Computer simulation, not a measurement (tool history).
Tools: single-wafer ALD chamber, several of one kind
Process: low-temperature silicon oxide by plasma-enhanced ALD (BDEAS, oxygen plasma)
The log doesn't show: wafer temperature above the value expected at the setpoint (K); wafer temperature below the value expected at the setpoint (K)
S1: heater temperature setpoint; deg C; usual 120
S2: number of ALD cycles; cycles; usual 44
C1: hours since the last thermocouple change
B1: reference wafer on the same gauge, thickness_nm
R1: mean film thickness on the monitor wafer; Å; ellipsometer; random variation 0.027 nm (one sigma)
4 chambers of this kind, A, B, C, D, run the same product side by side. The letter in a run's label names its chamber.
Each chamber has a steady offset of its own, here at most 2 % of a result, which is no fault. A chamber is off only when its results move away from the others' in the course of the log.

Run 1C, hour 10.1: usual settings; C1 1686.4; B1 6.6074. Result: R1 60.772 Å.
Run 2D, hour 17.4: usual settings; C1 1058.8; B1 6.6098. Result: R1 60.757 Å.
Run 3B, hour 25.9: usual settings; C1 642.0; B1 6.6090. Result: R1 60.368 Å.
Run 4A, hour 32.7: usual settings; C1 906.1; B1 6.6069. Result: R1 61.435 Å.
Run 5C, hour 45.6: usual settings; C1 1721.9; B1 6.6032. Result: R1 60.987 Å.
Run 6D, hour 52.0: usual settings; C1 1093.4; B1 6.6007. Result: R1 61.083 Å.
Run 7A, hour 65.0: usual settings; C1 938.4; B1 6.6143. Result: R1 61.418 Å.
Run 8B, hour 76.8: usual settings but S1 114 deg C; C1 692.9; B1 6.6074. Result: R1 61.468 Å.
Run 9B, hour 86.7: usual settings but S1 114 deg C; C1 702.8; B1 6.6116. Result: R1 61.027 Å.
Run 10C, hour 99.2: usual settings but S1 114 deg C; C1 1775.5; B1 6.6091. Result: R1 61.368 Å.
Run 11A, hour 105.9: usual settings but S1 114 deg C; C1 979.3; B1 6.6116. Result: R1 61.960 Å.
Run 12D, hour 112.2: usual settings; C1 1153.6; B1 6.6127. Result: R1 61.172 Å.
At hour 123.1: chamber A: thermocouple changed; heater temperature recalibrated.
Run 13A, hour 123.3: usual settings; C1 0.3; B1 6.6143. Result: R1 61.414 Å.
Run 14B, hour 133.8: usual settings but S2 36 cycles; C1 749.9; B1 6.6122. Result: R1 49.399 Å.
Run 15D, hour 143.2: usual settings but S2 36 cycles; C1 1184.6; B1 6.6099. Result: R1 49.963 Å.
Run 16C, hour 154.0: usual settings but S2 36 cycles; C1 1830.3; B1 6.6061. Result: R1 50.011 Å.
Run 17A, hour 164.8: usual settings but S2 36 cycles; C1 41.8; B1 6.6067. Result: R1 50.471 Å.
Run 18C, hour 175.5: usual settings; C1 1851.8; B1 6.6160. Result: R1 60.558 Å.
Run 19B, hour 182.2: usual settings; C1 798.3; B1 6.6095. Result: R1 60.130 Å.
Run 20D, hour 189.5: usual settings but S1 133 deg C, S2 39 cycles; C1 1230.9; B1 6.6113. Result: R1 53.006 Å.
Run 21B, hour 200.5: usual settings but S1 133 deg C, S2 39 cycles; C1 816.6; B1 6.6141. Result: R1 51.799 Å.
Run 22D, hour 210.5: usual settings but S1 133 deg C, S2 39 cycles; C1 1251.9; B1 6.6023. Result: R1 52.476 Å.
Run 23A, hour 223.4: usual settings but S1 133 deg C, S2 39 cycles; C1 100.4; B1 6.6032. Result: R1 53.449 Å.
Run 24C, hour 230.0: usual settings; C1 1906.3; B1 6.6134. Result: R1 60.824 Å.
Run 25A, hour 242.2: usual settings; C1 119.2; B1 6.6089. Result: R1 61.616 Å.
Run 26D, hour 249.7: usual settings; C1 1291.1; B1 6.6053. Result: R1 60.887 Å.
Run 27C, hour 261.4: usual settings; C1 1937.7; B1 6.6138. Result: R1 61.045 Å.
Run 28B, hour 270.1: usual settings; C1 886.2; B1 6.6114. Result: R1 60.398 Å.
Run 29B, hour 276.7: usual settings; C1 892.8; B1 6.6078. Result: R1 60.223 Å.
Run 30C, hour 284.8: usual settings; C1 1961.1; B1 6.6067. Result: R1 61.082 Å.
Run 31D, hour 296.8: usual settings; C1 1338.2; B1 6.6094. Result: R1 61.402 Å.
Run 32A, hour 303.5: usual settings; C1 180.5; B1 6.6123. Result: R1 61.672 Å.
Run 33A, hour 314.1: usual settings; C1 191.1; B1 6.6126. Result: R1 61.947 Å.
Run 34C, hour 325.8: usual settings; C1 2002.1; B1 6.6161. Result: R1 60.829 Å.
Run 35B, hour 336.5: usual settings; C1 952.6; B1 6.6141. Result: R1 60.626 Å.
Run 36D, hour 343.0: usual settings; C1 1384.4; B1 6.6103. Result: R1 60.879 Å.
Run 37D, hour 353.0: usual settings but S1 125 deg C, S2 36 cycles; C1 1394.4; B1 6.6201. Result: R1 49.185 Å.
Run 38A, hour 360.6: usual settings but S1 125 deg C, S2 36 cycles; C1 237.6; B1 6.6177. Result: R1 49.677 Å.
Run 39B, hour 367.7: usual settings but S1 125 deg C, S2 36 cycles; C1 983.8; B1 6.6040. Result: R1 49.496 Å.
Run 40C, hour 377.0: usual settings but S1 125 deg C, S2 36 cycles; C1 2053.3; B1 6.6136. Result: R1 49.018 Å.
Run 41C, hour 384.6: usual settings; C1 2060.9; B1 6.6113. Result: R1 60.844 Å.
At hour 386.4: chamber D: thermocouple changed; heater temperature recalibrated.
Run 42A, hour 393.3: usual settings; C1 270.3; B1 6.6065. Result: R1 61.586 Å.
Run 43D, hour 404.2: usual settings; C1 17.9; B1 6.6107. Result: R1 61.079 Å.
Run 44B, hour 414.2: usual settings; C1 1030.3; B1 6.6130. Result: R1 60.449 Å.

Next, every chamber runs the same settings. What will each give?
Run 45A, hour 423.8: usual settings but S1 110 deg C. Result: R1 ?.
Run 45B, hour 423.8: usual settings but S1 110 deg C. Result: R1 ?.
Run 45C, hour 423.8: usual settings but S1 110 deg C. Result: R1 ?.
Run 45D, hour 423.8: usual settings but S1 110 deg C. Result: R1 ?.

run      R1
45A  62.983
45B  61.233
45C  61.610
45D  62.100

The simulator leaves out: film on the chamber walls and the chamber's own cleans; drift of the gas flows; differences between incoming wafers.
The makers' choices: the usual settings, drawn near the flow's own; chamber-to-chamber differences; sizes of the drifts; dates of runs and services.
